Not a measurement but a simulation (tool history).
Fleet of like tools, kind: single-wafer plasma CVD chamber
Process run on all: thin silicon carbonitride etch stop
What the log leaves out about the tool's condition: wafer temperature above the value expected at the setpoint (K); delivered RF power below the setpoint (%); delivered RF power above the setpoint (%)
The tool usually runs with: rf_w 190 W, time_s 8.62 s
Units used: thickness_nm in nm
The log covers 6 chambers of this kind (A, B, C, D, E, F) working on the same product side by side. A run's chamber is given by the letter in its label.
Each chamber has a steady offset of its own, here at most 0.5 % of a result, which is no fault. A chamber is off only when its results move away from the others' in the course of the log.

| run | hour | rf_w | time_s | hours since the last thermocouple change | hours since the last RF generator calibration | read-back reference wafer on the same gauge, thickness_nm | thickness_nm |
|---|---|---|---|---|---|---|---|
| 1E | 9.8 | 190 | 8.62 | 854.1 | 1900.2 | 5.1998 | 4.8359 |
| 2D | 20.5 | 190 | 8.62 | 827.5 | 1929.4 | 5.1987 | 4.8445 |
|  | 25.9 | chamber D: RF generator calibrated |
| 3A | 34.1 | 190 | 8.62 | 258.6 | 218.1 | 5.1970 | 4.8503 |
| 4C | 47.3 | 190 | 8.62 | 91.3 | 696.8 | 5.1959 | 4.8137 |
| 5B | 54.0 | 190 | 8.62 | 1672.9 | 1001.3 | 5.1979 | 4.8461 |
| 6F | 64.6 | 190 | 8.62 | 1333.3 | 305.6 | 5.1989 | 4.8365 |
| 7C | 77.0 | 190 | 8.62 | 121.0 | 726.5 | 5.1935 | 4.8023 |
| 8D | 90.7 | 190 | 8.62 | 897.7 | 64.8 | 5.1964 | 4.8420 |
| 9E | 105.4 | 190 | 8.62 | 949.7 | 1995.8 | 5.1940 | 4.8202 |
| 10B | 113.1 | 190 | 8.62 | 1732.0 | 1060.4 | 5.1919 | 4.8370 |
| 11A | 120.2 | 190 | 8.62 | 344.7 | 304.2 | 5.1917 | 4.8406 |
| 12F | 134.4 | 190 | 8.62 | 1403.1 | 375.4 | 5.1913 | 4.8276 |
| 13F | 145.2 | 165 | 7.83 | 1413.9 | 386.2 | 5.1893 | 4.2098 |
| 14B | 152.5 | 165 | 7.83 | 1771.4 | 1099.8 | 5.1892 | 4.2047 |
| 15D | 163.3 | 165 | 7.83 | 970.3 | 137.4 | 5.1896 | 4.2045 |
| 16E | 173.2 | 165 | 7.83 | 1017.5 | 2063.6 | 5.1905 | 4.1945 |
| 17A | 181.6 | 165 | 7.83 | 406.1 | 365.6 | 5.1873 | 4.2114 |
|  | 185.7 | chamber C: RF generator calibrated |
| 18C | 192.1 | 165 | 7.83 | 236.1 | 6.4 | 5.1874 | 4.1726 |
| 19A | 203.7 | 190 | 8.62 | 428.2 | 387.7 | 5.1875 | 4.8188 |
| 20F | 218.3 | 190 | 8.62 | 1487.0 | 459.3 | 5.1863 | 4.8404 |
| 21D | 233.1 | 190 | 8.62 | 1040.1 | 207.2 | 5.1856 | 4.8288 |
| 22B | 244.7 | 190 | 8.62 | 1863.6 | 1192.0 | 5.1843 | 4.8368 |
| 23C | 256.4 | 190 | 8.62 | 300.4 | 70.7 | 5.1833 | 4.7966 |
|  | 263.8 | chamber B: thermocouple changed; heater temperature recalibrated |
| 24E | 264.0 | 190 | 8.62 | 1108.3 | 2154.4 | 5.1826 | 4.8198 |
| 25D | 273.7 | 190 | 8.62 | 1080.7 | 247.8 | 5.1809 | 4.8261 |
| 26A | 280.5 | 190 | 8.62 | 505.0 | 464.5 | 5.1816 | 4.8177 |
| 27E | 287.3 | 190 | 8.62 | 1131.6 | 2177.7 | 5.1827 | 4.8173 |
| 28B | 301.6 | 190 | 8.62 | 37.9 | 1248.9 | 5.1810 | 4.8276 |
|  | 310.2 | chamber F: thermocouple changed; heater temperature recalibrated |
| 29F | 311.4 | 190 | 8.62 | 1.3 | 552.4 | 5.1788 | 4.8265 |
| 30C | 319.4 | 190 | 8.62 | 363.4 | 133.7 | 5.1794 | 4.7837 |
| 31F | 328.9 | 190 | 8.62 | 18.8 | 569.9 | 5.1772 | 4.8377 |
| 32A | 338.4 | 210 | 9.54 | 562.9 | 522.4 | 5.1776 | 5.4951 |
| 33D | 352.0 | 210 | 9.54 | 1159.0 | 326.1 | 5.1766 | 5.4963 |
| 34E | 364.6 | 210 | 9.54 | 1208.9 | 2255.0 | 5.1763 | 5.4803 |
|  | 369.0 | chamber D: thermocouple changed; heater temperature recalibrated |
| 35C | 374.9 | 210 | 9.54 | 418.9 | 189.2 | 5.1764 | 5.4718 |
| 36B | 381.7 | 210 | 9.54 | 118.0 | 1329.0 | 5.1761 | 5.5121 |
| 37D | 388.5 | 210 | 9.54 | 19.5 | 362.6 | 5.1746 | 5.4902 |
| 38A | 402.5 | 225 | 10.01 | 627.0 | 586.5 | 5.1751 | 5.8797 |
| 39E | 412.1 | 225 | 10.01 | 1256.4 | 2302.5 | 5.1725 | 5.8793 |
| 40C | 424.9 | 225 | 10.01 | 468.9 | 239.2 | 5.1724 | 5.8479 |
| 41F | 433.4 | 225 | 10.01 | 123.3 | 674.4 | 5.1712 | 5.8821 |
| 42B | 446.1 | 225 | 10.01 | 182.4 | 1393.4 | 5.1708 | 5.9004 |

For the next run the whole fleet of 6 chambers uses the same settings. Give each chamber's results:
| 43A | 456.9 | 190 | 6.99 |  |  |  | ? |
| 43B | 456.9 | 190 | 6.99 |  |  |  | ? |
| 43C | 456.9 | 190 | 6.99 |  |  |  | ? |
| 43D | 456.9 | 190 | 6.99 |  |  |  | ? |
| 43E | 456.9 | 190 | 6.99 |  |  |  | ? |
| 43F | 456.9 | 190 | 6.99 |  |  |  | ? |

| run | thickness_nm |
|---|---|
| 43A | 3.9043 |
| 43B | 3.9074 |
| 43C | 3.8726 |
| 43D | 3.9061 |
| 43E | 3.9030 |
| 43F | 3.9073 |
